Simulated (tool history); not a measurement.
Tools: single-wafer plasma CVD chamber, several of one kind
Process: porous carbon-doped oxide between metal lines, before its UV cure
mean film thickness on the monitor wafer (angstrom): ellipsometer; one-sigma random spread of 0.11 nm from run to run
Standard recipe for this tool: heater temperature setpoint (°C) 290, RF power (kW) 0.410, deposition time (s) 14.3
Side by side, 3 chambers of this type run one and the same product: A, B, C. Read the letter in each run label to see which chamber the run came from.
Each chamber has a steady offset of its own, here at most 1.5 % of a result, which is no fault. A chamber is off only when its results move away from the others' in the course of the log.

run,hour,heater temperature setpoint (°C),RF power (kW),deposition time (s),hours since the last thermocouple change,hours since the last RF generator calibration,"read-back reference wafer on the same gauge, thickness_nm",mean film thickness on the monitor wafer (angstrom)
1A,6.1,290,0.410,14.3,1340.1,489.2,80.232,732.78
2B,11.9,290,0.410,14.3,2054.1,115.4,80.215,719.49
3C,18.3,290,0.410,14.3,1274.3,963.6,80.216,729.81
4C,25.6,290,0.410,14.3,1281.6,970.9,80.230,729.16
5B,28.8,302,0.410,14.3,2071.0,132.3,80.230,672.51
6A,34.1,302,0.410,14.3,1368.1,517.2,80.271,680.92
7A,38.0,302,0.410,14.3,1372.0,521.1,80.277,683.01
8B,42.4,290,0.410,14.3,2084.6,145.9,80.317,721.24
9C,45.9,290,0.410,14.3,1301.9,991.2,80.289,730.16
10C,52.5,290,0.410,14.3,1308.5,997.8,80.313,732.89
11A,57.3,278,0.410,14.3,1391.3,540.4,80.298,787.73
12B,60.9,278,0.410,14.3,2103.1,164.4,80.357,779.00
13B,64.7,278,0.410,14.3,2106.9,168.2,80.317,776.83
14A,68.3,290,0.410,14.3,1402.3,551.4,80.339,733.47
15C,75.1,302,0.410,14.3,1331.1,1020.4,80.350,682.89
16A,81.8,302,0.410,14.3,1415.8,564.9,80.380,683.03
17C,86.2,302,0.410,14.3,1342.2,1031.5,80.348,684.77
18B,91.2,290,0.410,14.3,2133.4,194.7,80.431,721.51
19A,97.4,290,0.410,14.3,1431.4,580.5,80.410,731.87
20C,104.0,278,0.440,14.3,1360.0,1049.3,80.396,829.91
21B,109.9,278,0.440,14.3,2152.1,213.4,80.427,822.30
22B,113.1,278,0.440,14.3,2155.3,216.6,80.438,820.72
23C,119.1,290,0.410,14.3,1375.1,1064.4,80.459,729.94
24A,125.9,290,0.410,14.3,1459.9,609.0,80.419,733.65
25A,131.2,300,0.470,14.3,1465.2,614.3,80.477,766.00
26B,138.1,300,0.470,14.3,2180.3,241.6,80.475,753.19
27C,143.8,300,0.470,14.3,1399.8,1089.1,80.528,764.31
28C,147.0,290,0.410,14.3,1403.0,1092.3,80.509,732.50
29B,151.4,290,0.410,14.3,2193.6,254.9,80.524,721.39
30A,157.0,290,0.410,14.3,1491.0,640.1,80.490,733.51
31B,162.6,290,0.410,14.3,2204.8,266.1,80.540,722.53
32A,166.9,290,0.410,14.3,1500.9,650.0,80.554,733.19
33C,171.5,290,0.410,14.3,1427.5,1116.8,80.560,732.40
34A,177.6,290,0.410,14.3,1511.6,660.7,80.552,735.60
35C,184.1,290,0.410,14.3,1440.1,1129.4,80.582,733.79
36B,189.8,290,0.410,14.3,2232.0,293.3,80.592,723.41
37B,196.5,290,0.410,12.2,2238.7,300.0,80.617,619.10
38C,200.0,290,0.410,12.2,1456.0,1145.3,80.600,629.34
39A,206.8,290,0.410,12.2,1540.8,689.9,80.624,631.16
40B,212.7,290,0.410,14.3,2254.9,316.2,80.638,724.54
41C,217.1,290,0.410,14.3,1473.1,1162.4,80.666,732.52
42A,223.6,290,0.410,12.1,1557.6,706.7,80.654,624.24
43B,229.2,290,0.410,12.1,2271.4,332.7,80.675,615.81
44A,235.2,290,0.410,12.1,1569.2,718.3,80.657,626.41

What goes on in this fleet: one chamber off, a drifting gauge, or nothing beyond the chambers' own small offsets? Name the chamber and the cause, if any.

Gauge drift. The chambers move together only on paper, and none stands off.
Likeliest cause: gauge reads high (%) = 0.615.

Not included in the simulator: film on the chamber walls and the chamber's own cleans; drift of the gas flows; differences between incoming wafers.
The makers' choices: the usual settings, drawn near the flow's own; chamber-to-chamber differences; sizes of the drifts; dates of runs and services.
